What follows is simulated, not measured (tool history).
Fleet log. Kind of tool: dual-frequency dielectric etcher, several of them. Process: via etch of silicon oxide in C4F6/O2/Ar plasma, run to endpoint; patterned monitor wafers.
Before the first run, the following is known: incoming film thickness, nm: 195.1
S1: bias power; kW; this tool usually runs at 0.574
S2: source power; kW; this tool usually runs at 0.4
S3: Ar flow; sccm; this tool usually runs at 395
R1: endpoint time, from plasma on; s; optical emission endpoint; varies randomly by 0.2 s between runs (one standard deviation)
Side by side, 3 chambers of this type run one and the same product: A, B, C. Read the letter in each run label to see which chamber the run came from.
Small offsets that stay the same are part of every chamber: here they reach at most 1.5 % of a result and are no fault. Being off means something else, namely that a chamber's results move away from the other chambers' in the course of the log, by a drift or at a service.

run	hour	S1	S2	S3	R1
1A	5.7	0.574	0.4	395	42.431
2C	12.4	0.574	0.4	395	42.617
3B	23	0.574	0.4	395	42.557
4B	35.9	0.574	0.4	395	41.923
# hour 46.3: chamber A: wet clean of the chamber
5A	46.3	0.574	0.4	395	42.015
6C	58.8	0.574	0.4	395	42.593
7C	69.4	0.574	0.4	395	42.587
8A	77.2	0.574	0.4	395	42.354
9B	89.3	0.574	0.4	395	42.32
10C	100.6	0.574	0.4	395	42.74
11A	112.2	0.574	0.4	395	42.425
12B	124.4	0.574	0.4	395	42.375
13B	130.7	0.574	0.4	395	41.71
14A	142.4	0.574	0.4	395	42.235
15C	151.8	0.574	0.4	395	42.593
16C	159.7	0.574	0.4	395	42.408
17B	171.7	0.574	0.4	395	41.825
18A	180.8	0.574	0.4	395	42.141
19A	189.4	0.574	0.4	395	42.397
20C	197.8	0.574	0.4	395	42.975
21B	209	0.574	0.4	395	42.172
22C	220.8	0.574	0.4	395	42.767
23A	227.4	0.574	0.4	395	42.179
24B	240.5	0.574	0.4	395	42.252
25A	247.9	0.574	0.4	395	41.654
26C	256.2	0.574	0.4	395	42.696
27B	269.2	0.574	0.4	335	41.302
28C	280.2	0.574	0.4	335	41.902
29B	287.1	0.574	0.4	335	41.63
30A	293.1	0.574	0.4	395	42.262
31A	302.1	0.574	0.4	395	42.762

Which is it: a chamber that has drifted or been left off by a service, a gauge drift common to all chambers, or only each chamber's usual small offset? If a chamber is off, name it and its likeliest cause.

No chamber is off and the gauge is stable; the differences are just each chamber's small, constant offset.
